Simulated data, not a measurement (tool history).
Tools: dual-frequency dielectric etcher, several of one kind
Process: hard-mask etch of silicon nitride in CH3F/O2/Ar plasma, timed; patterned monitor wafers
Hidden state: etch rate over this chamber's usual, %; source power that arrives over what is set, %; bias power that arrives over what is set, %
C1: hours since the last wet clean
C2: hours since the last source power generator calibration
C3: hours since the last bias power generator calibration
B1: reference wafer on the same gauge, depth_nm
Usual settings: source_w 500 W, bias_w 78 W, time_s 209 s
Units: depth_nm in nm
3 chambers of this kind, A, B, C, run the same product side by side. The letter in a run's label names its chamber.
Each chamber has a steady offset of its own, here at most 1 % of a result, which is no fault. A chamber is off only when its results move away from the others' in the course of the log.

{"run": "1A", "hour": 4.4, "source_w": 500, "bias_w": 78, "time_s": 209, "C1": 82.5, "C2": 2403.1, "C3": 96, "B1": 171.06, "depth_nm": 162.64}
{"run": "2C", "hour": 11.6, "source_w": 500, "bias_w": 78, "time_s": 209, "C1": 146.3, "C2": 4012.5, "C3": 3691.7, "B1": 170.96, "depth_nm": 165.92}
{"run": "3B", "hour": 17.4, "source_w": 500, "bias_w": 78, "time_s": 209, "C1": 211, "C2": 2347.2, "C3": 2005.1, "B1": 170.92, "depth_nm": 163.96}
{"run": "4C", "hour": 22.2, "source_w": 500, "bias_w": 78, "time_s": 209, "C1": 156.9, "C2": 4023.1, "C3": 3702.3, "B1": 171.01, "depth_nm": 165.25}
{"run": "5A", "hour": 32.2, "source_w": 500, "bias_w": 78, "time_s": 209, "C1": 110.3, "C2": 2430.9, "C3": 123.8, "B1": 171, "depth_nm": 164.07}
{"run": "6B", "hour": 39.3, "source_w": 500, "bias_w": 78, "time_s": 209, "C1": 232.9, "C2": 2369.1, "C3": 2027, "B1": 171.08, "depth_nm": 164.34}
{"run": "7B", "hour": 45.1, "source_w": 500, "bias_w": 78, "time_s": 209, "C1": 238.7, "C2": 2374.9, "C3": 2032.8, "B1": 171.11, "depth_nm": 165.18}
{"run": "8A", "hour": 53.9, "source_w": 500, "bias_w": 78, "time_s": 209, "C1": 132, "C2": 2452.6, "C3": 145.5, "B1": 170.94, "depth_nm": 163.51}
{"run": "9C", "hour": 62.8, "source_w": 500, "bias_w": 78, "time_s": 209, "C1": 197.5, "C2": 4063.7, "C3": 3742.9, "B1": 170.9, "depth_nm": 166.7}
{"run": "10A", "hour": 67.6, "source_w": 500, "bias_w": 78, "time_s": 209, "C1": 145.7, "C2": 2466.3, "C3": 159.2, "B1": 171.05, "depth_nm": 162.86}
{"run": "11C", "hour": 73.2, "source_w": 500, "bias_w": 96, "time_s": 209, "C1": 207.9, "C2": 4074.1, "C3": 3753.3, "B1": 171.01, "depth_nm": 181.58}
{"run": "12B", "hour": 77.6, "source_w": 500, "bias_w": 96, "time_s": 209, "C1": 271.2, "C2": 2407.4, "C3": 2065.3, "B1": 171.01, "depth_nm": 176.68}
{"run": "13C", "hour": 85.6, "source_w": 500, "bias_w": 96, "time_s": 209, "C1": 220.3, "C2": 4086.5, "C3": 3765.7, "B1": 171.05, "depth_nm": 181.1}
{"run": "14B", "hour": 92.5, "source_w": 500, "bias_w": 78, "time_s": 209, "C1": 286.1, "C2": 2422.3, "C3": 2080.2, "B1": 171.25, "depth_nm": 164.33}
{"run": "15A", "hour": 99.5, "source_w": 500, "bias_w": 78, "time_s": 209, "C1": 177.6, "C2": 2498.2, "C3": 191.1, "B1": 170.83, "depth_nm": 163.14}
{"run": "16B", "hour": 107.5, "source_w": 500, "bias_w": 78, "time_s": 209, "C1": 301.1, "C2": 2437.3, "C3": 2095.2, "B1": 171.07, "depth_nm": 164.13}
{"run": "17A", "hour": 114.1, "source_w": 500, "bias_w": 78, "time_s": 209, "C1": 192.2, "C2": 2512.8, "C3": 205.7, "B1": 170.84, "depth_nm": 163.24}
{"run": "18C", "hour": 123.8, "source_w": 500, "bias_w": 78, "time_s": 209, "C1": 258.5, "C2": 4124.7, "C3": 3803.9, "B1": 170.99, "depth_nm": 170.4}
{"run": "19C", "hour": 131.3, "source_w": 500, "bias_w": 78, "time_s": 209, "C1": 266, "C2": 4132.2, "C3": 3811.4, "B1": 171.02, "depth_nm": 170.88}
{"run": "20A", "hour": 138.1, "source_w": 500, "bias_w": 96, "time_s": 234.5, "C1": 216.2, "C2": 2536.8, "C3": 229.7, "B1": 171, "depth_nm": 196.55}
{"run": "21B", "hour": 146.2, "source_w": 500, "bias_w": 96, "time_s": 234.5, "C1": 339.8, "C2": 2476, "C3": 2133.9, "B1": 171, "depth_nm": 198.36}

Is one chamber off against the others, does the gauge drift, or is nothing wrong? If a chamber is off, say which, and what the likeliest cause is.

Chamber C drifts away from the others.
Cause: etch rate over this chamber's usual, % = 3.89.

Here are 4 candidates for chamber C's next run, each the usual settings with a change, their results left as question marks. Which one brings its results back in line with what the others give on the usual settings?
In line means no further than this from the other chambers' mean on the usual settings: depth_nm 2.3 nm
{"run": "22C-1", "hour": 153.5, "source_w": 510, "bias_w": 79, "time_s": 224.5, "depth_nm": "?"}
{"run": "22C-2", "hour": 153.5, "source_w": 560, "bias_w": 78, "time_s": 209, "depth_nm": "?"}
{"run": "22C-3", "hour": 153.5, "source_w": 490, "bias_w": 78, "time_s": 200, "depth_nm": "?"}
{"run": "22C-4", "hour": 153.5, "source_w": 500, "bias_w": 78, "time_s": 191, "depth_nm": "?"}

The other chambers' mean on the usual settings: depth_nm 163.51 nm
run=22C-1 depth_nm=185.78
run=22C-2 depth_nm=178.46
run=22C-3 depth_nm=162.27
run=22C-4 depth_nm=156.17
22C-3 brings the chamber back in line.
